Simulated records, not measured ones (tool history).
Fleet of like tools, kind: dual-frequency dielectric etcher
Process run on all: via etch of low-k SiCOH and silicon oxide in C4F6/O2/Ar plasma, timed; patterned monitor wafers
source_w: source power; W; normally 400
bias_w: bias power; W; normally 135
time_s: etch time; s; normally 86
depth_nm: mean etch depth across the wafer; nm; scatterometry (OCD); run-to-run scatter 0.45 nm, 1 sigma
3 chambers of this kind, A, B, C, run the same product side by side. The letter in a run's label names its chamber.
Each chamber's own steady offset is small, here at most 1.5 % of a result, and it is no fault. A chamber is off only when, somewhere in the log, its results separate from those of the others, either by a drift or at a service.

run	hour	source_w	bias_w	time_s	hours since the last wet clean	hours since the last source power generator calibration	hours since the last bias power generator calibration	read-back reference wafer on the same gauge, depth_nm	depth_nm
1A	8	400	135	86	333.2	618.5	2865.7	231.01	220.17
2B	14	400	135	86	326.8	151.5	1769.4	231	218.49
3C	22.6	400	135	86	330.2	2435.2	2194.4	230.86	221
4C	28.7	400	135	86	336.3	2441.3	2200.5	231.06	220.29
5A	36	400	135	86	361.2	646.5	2893.7	230.89	220.41
6B	43.2	400	135	86	356	180.7	1798.6	231.01	217.81
7C	51.7	400	135	86	359.3	2464.3	2223.5	230.97	220.3
8B	58.3	400	135	86	371.1	195.8	1813.7	230.85	218.22
9A	64.3	400	135	86	389.5	674.8	2922	231.01	220.8
# hour 72.4: chamber B: wet clean of the chamber
10C	72.8	400	135	86	380.4	2485.4	2244.6	230.98	219.29
11B	81.5	400	135	86	9.1	219	1836.9	230.92	217.51
12A	86.5	400	135	86	411.7	697	2944.2	230.97	220.24
13A	91.5	400	135	86	416.7	702	2949.2	230.8	219.74
14B	99.3	400	135	86	26.9	236.8	1854.7	230.98	217.35
15C	104.2	400	135	86	411.8	2516.8	2276	230.99	220.59
16A	113.3	400	135	86	438.5	723.8	2971	230.89	220.25
# hour 119.2: chamber A: wet clean of the chamber
17C	119.5	400	135	86	427.1	2532.1	2291.3	230.87	221.07
18B	127.5	400	135	86	55.1	265	1882.9	230.95	218.13
19C	134.7	400	135	86	442.3	2547.3	2306.5	231.02	220.07
20B	144.1	400	135	86	71.7	281.6	1899.5	230.88	217.98
21A	152.6	360	120	86	33.5	763.1	3010.3	231.03	208.86
# hour 158.5: chamber C: wet clean of the chamber
22C	159.1	360	120	86	0.7	2571.7	2330.9	230.96	203.6
23B	166.4	360	120	86	94	303.9	1921.8	230.88	202.21
24A	174.6	400	135	86	55.5	785.1	3032.3	231.02	225.11
25B	184.2	400	135	86	111.8	321.7	1939.6	230.91	218.42
26A	189.6	400	135	86	70.5	800.1	3047.3	231.04	225.33
27C	199.3	400	135	86	40.9	2611.9	2371.1	231	220.74

Next, all 3 chambers run the settings below, one line each with question marks for the results. What does each chamber give?
28A	206.3	400	135	67.5					?
28B	206.3	400	135	67.5					?
28C	206.3	400	135	67.5					?

run	depth_nm
28A	177.22
28B	171.44
28C	173.02
